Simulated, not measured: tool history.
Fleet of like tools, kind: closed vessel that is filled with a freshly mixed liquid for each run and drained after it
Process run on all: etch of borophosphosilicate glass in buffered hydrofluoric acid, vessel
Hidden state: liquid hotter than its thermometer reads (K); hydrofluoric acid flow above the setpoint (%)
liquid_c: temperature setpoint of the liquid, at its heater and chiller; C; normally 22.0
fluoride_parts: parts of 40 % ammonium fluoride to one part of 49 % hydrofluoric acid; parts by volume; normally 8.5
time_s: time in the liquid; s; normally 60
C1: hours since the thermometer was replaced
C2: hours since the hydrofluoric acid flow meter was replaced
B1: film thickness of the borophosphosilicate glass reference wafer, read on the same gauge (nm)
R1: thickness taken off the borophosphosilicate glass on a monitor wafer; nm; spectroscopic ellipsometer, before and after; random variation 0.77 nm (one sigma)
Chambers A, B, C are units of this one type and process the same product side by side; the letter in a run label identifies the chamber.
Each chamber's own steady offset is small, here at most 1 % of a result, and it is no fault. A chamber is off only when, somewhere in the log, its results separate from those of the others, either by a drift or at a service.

{"run": "1A", "hour": 7.9, "liquid_c": 22.0, "fluoride_parts": 8.5, "time_s": 60, "C1": 1050.5, "C2": 520.2, "B1": 100.04, "R1": 89.167}
{"run": "2C", "hour": 18.0, "liquid_c": 22.0, "fluoride_parts": 8.5, "time_s": 60, "C1": 809.2, "C2": 588.1, "B1": 100.01, "R1": 90.757}
{"run": "3B", "hour": 28.1, "liquid_c": 22.0, "fluoride_parts": 8.5, "time_s": 60, "C1": 57.7, "C2": 93.7, "B1": 100.03, "R1": 88.729}
{"run": "4B", "hour": 34.0, "liquid_c": 22.0, "fluoride_parts": 8.5, "time_s": 60, "C1": 63.6, "C2": 99.6, "B1": 99.984, "R1": 89.369}
{"run": "5A", "hour": 42.7, "liquid_c": 22.0, "fluoride_parts": 8.5, "time_s": 60, "C1": 1085.3, "C2": 555.0, "B1": 100.01, "R1": 89.582}
{"run": "6C", "hour": 52.0, "liquid_c": 22.0, "fluoride_parts": 8.5, "time_s": 60, "C1": 843.2, "C2": 622.1, "B1": 99.976, "R1": 90.627}
{"run": "7B", "hour": 62.0, "liquid_c": 22.0, "fluoride_parts": 8.5, "time_s": 60, "C1": 91.6, "C2": 127.6, "B1": 100.02, "R1": 88.508}
{"run": "8A", "hour": 69.8, "liquid_c": 22.0, "fluoride_parts": 8.5, "time_s": 60, "C1": 1112.4, "C2": 582.1, "B1": 100.04, "R1": 90.729}
{"run": "9C", "hour": 78.8, "liquid_c": 22.0, "fluoride_parts": 8.5, "time_s": 60, "C1": 870.0, "C2": 648.9, "B1": 100.07, "R1": 91.524}
{"run": "10A", "hour": 85.0, "liquid_c": 22.0, "fluoride_parts": 8.5, "time_s": 60, "C1": 1127.6, "C2": 597.3, "B1": 99.974, "R1": 90.345}
{"run": "11B", "hour": 90.2, "liquid_c": 22.0, "fluoride_parts": 8.5, "time_s": 60, "C1": 119.8, "C2": 155.8, "B1": 100.01, "R1": 89.094}
{"run": "12C", "hour": 98.9, "liquid_c": 22.0, "fluoride_parts": 8.5, "time_s": 60, "C1": 890.1, "C2": 669.0, "B1": 99.999, "R1": 91.379}
{"run": "13C", "hour": 107.1, "liquid_c": 22.0, "fluoride_parts": 8.5, "time_s": 60, "C1": 898.3, "C2": 677.2, "B1": 100.0, "R1": 90.948}
{"run": "14B", "hour": 115.6, "liquid_c": 18.0, "fluoride_parts": 8.5, "time_s": 60, "C1": 145.2, "C2": 181.2, "B1": 99.969, "R1": 70.881}
{"run": "15A", "hour": 123.5, "liquid_c": 18.0, "fluoride_parts": 8.5, "time_s": 60, "C1": 1166.1, "C2": 635.8, "B1": 99.968, "R1": 71.436}
{"run": "16C", "hour": 133.7, "liquid_c": 18.0, "fluoride_parts": 8.5, "time_s": 60, "C1": 924.9, "C2": 703.8, "B1": 99.974, "R1": 73.946}
{"run": "17A", "hour": 141.9, "liquid_c": 22.0, "fluoride_parts": 8.5, "time_s": 60, "C1": 1184.5, "C2": 654.2, "B1": 100.01, "R1": 91.652}
{"run": "18B", "hour": 146.9, "liquid_c": 24.0, "fluoride_parts": 11.0, "time_s": 60, "C1": 176.5, "C2": 212.5, "B1": 99.993, "R1": 79.401}
{"run": "19C", "hour": 155.7, "liquid_c": 24.0, "fluoride_parts": 11.0, "time_s": 60, "C1": 946.9, "C2": 725.8, "B1": 100.0, "R1": 80.837}
{"run": "20B", "hour": 162.9, "liquid_c": 24.0, "fluoride_parts": 11.0, "time_s": 60, "C1": 192.5, "C2": 228.5, "B1": 100.03, "R1": 78.704}
{"run": "21A", "hour": 171.2, "liquid_c": 22.0, "fluoride_parts": 8.5, "time_s": 60, "C1": 1213.8, "C2": 683.5, "B1": 100.02, "R1": 91.442}
{"run": "22C", "hour": 179.3, "liquid_c": 22.0, "fluoride_parts": 8.5, "time_s": 60, "C1": 970.5, "C2": 749.4, "B1": 100.0, "R1": 90.535}
{"run": "23B", "hour": 185.2, "liquid_c": 22.0, "fluoride_parts": 8.5, "time_s": 60, "C1": 214.8, "C2": 250.8, "B1": 99.986, "R1": 87.88}
{"run": "24A", "hour": 194.6, "liquid_c": 24.5, "fluoride_parts": 8.5, "time_s": 45, "C1": 1237.2, "C2": 706.9, "B1": 100.0, "R1": 79.68}
{"run": "25C", "hour": 200.8, "liquid_c": 24.5, "fluoride_parts": 8.5, "time_s": 45, "C1": 992.0, "C2": 770.9, "B1": 99.969, "R1": 78.211}
{"run": "26A", "hour": 206.6, "liquid_c": 24.5, "fluoride_parts": 8.5, "time_s": 45, "C1": 1249.2, "C2": 718.9, "B1": 100.01, "R1": 79.347}
{"run": "27B", "hour": 215.1, "liquid_c": 22.0, "fluoride_parts": 8.5, "time_s": 60, "C1": 244.7, "C2": 280.7, "B1": 99.995, "R1": 89.823}
{"run": "28C", "hour": 222.5, "liquid_c": 22.0, "fluoride_parts": 8.5, "time_s": 60, "C1": 1013.7, "C2": 792.6, "B1": 99.991, "R1": 91.312}
{"run": "29B", "hour": 229.4, "liquid_c": 22.0, "fluoride_parts": 8.5, "time_s": 60, "C1": 259.0, "C2": 295.0, "B1": 99.983, "R1": 89.254}
{"run": "30A", "hour": 235.5, "liquid_c": 22.0, "fluoride_parts": 8.5, "time_s": 60, "C1": 1278.1, "C2": 747.8, "B1": 100.02, "R1": 92.428}
{"run": "31C", "hour": 244.5, "liquid_c": 22.0, "fluoride_parts": 8.5, "time_s": 60, "C1": 1035.7, "C2": 814.6, "B1": 99.985, "R1": 90.822}
{"run": "32B", "hour": 253.0, "liquid_c": 22.0, "fluoride_parts": 8.5, "time_s": 60, "C1": 282.6, "C2": 318.6, "B1": 100.02, "R1": 89.59}
{"run": "33A", "hour": 259.5, "liquid_c": 22.0, "fluoride_parts": 8.5, "time_s": 60, "C1": 1302.1, "C2": 771.8, "B1": 99.986, "R1": 95.67}
{"run": "34C", "hour": 265.2, "liquid_c": 22.0, "fluoride_parts": 8.5, "time_s": 60, "C1": 1056.4, "C2": 835.3, "B1": 100.04, "R1": 91.403}
{"run": "35A", "hour": 270.1, "liquid_c": 22.0, "fluoride_parts": 8.5, "time_s": 60, "C1": 1312.7, "C2": 782.4, "B1": 99.986, "R1": 95.327}
{"run": "36B", "hour": 277.9, "liquid_c": 22.0, "fluoride_parts": 8.5, "time_s": 60, "C1": 307.5, "C2": 343.5, "B1": 99.962, "R1": 89.241}
{"run": "37B", "hour": 285.3, "liquid_c": 22.0, "fluoride_parts": 8.5, "time_s": 60, "C1": 314.9, "C2": 350.9, "B1": 99.98, "R1": 89.057}
{"run": "38C", "hour": 295.0, "liquid_c": 22.0, "fluoride_parts": 8.5, "time_s": 60, "C1": 1086.2, "C2": 865.1, "B1": 99.98, "R1": 91.81}
{"run": "39A", "hour": 302.5, "liquid_c": 22.0, "fluoride_parts": 8.5, "time_s": 60, "C1": 1345.1, "C2": 814.8, "B1": 99.961, "R1": 96.711}
{"run": "40C", "hour": 309.9, "liquid_c": 22.0, "fluoride_parts": 8.5, "time_s": 60, "C1": 1101.1, "C2": 880.0, "B1": 100.02, "R1": 91.662}
{"run": "41A", "hour": 316.1, "liquid_c": 22.0, "fluoride_parts": 8.5, "time_s": 60, "C1": 1358.7, "C2": 828.4, "B1": 99.965, "R1": 97.461}
{"run": "42B", "hour": 322.7, "liquid_c": 22.0, "fluoride_parts": 8.5, "time_s": 60, "C1": 352.3, "C2": 388.3, "B1": 100.0, "R1": 88.956}
{"run": "43A", "hour": 327.5, "liquid_c": 24.5, "fluoride_parts": 8.5, "time_s": 90, "C1": 1370.1, "C2": 839.8, "B1": 100.01, "R1": 165.22}

Has any chamber moved away from the others, gradually or after a service, or does the common gauge drift, or do the chambers differ only by their own small steady offsets? State the chamber and the most likely cause if one applies.

One chamber, A, drifts off from the rest bit by bit.
Cause: hydrofluoric acid flow above the setpoint (%) = 8.13.
The log may not separate it from: liquid hotter than its thermometer reads (K).

Which of the 4 candidates below, each the usual settings with something changed and its results left as question marks, puts chamber A back in line with what the other chambers give on the usual settings?
In line means no further than this from the other chambers' mean on the usual settings: R1 2.700 nm
{"run": "44A-1", "hour": 334.9, "liquid_c": 22.0, "fluoride_parts": 8.5, "time_s": 55, "R1": "?"}
{"run": "44A-2", "hour": 334.9, "liquid_c": 21.5, "fluoride_parts": 8.5, "time_s": 60, "R1": "?"}
{"run": "44A-3", "hour": 334.9, "liquid_c": 22.5, "fluoride_parts": 8.5, "time_s": 60, "R1": "?"}
{"run": "44A-4", "hour": 334.9, "liquid_c": 22.0, "fluoride_parts": 8.5, "time_s": 65, "R1": "?"}

On the usual settings, the other chambers give on average: R1 90.176 nm
run=44A-1 R1=89.059
run=44A-2 R1=94.593
run=44A-3 R1=99.831
run=44A-4 R1=105.250
It is 44A-1 that realigns the chamber with its peers.
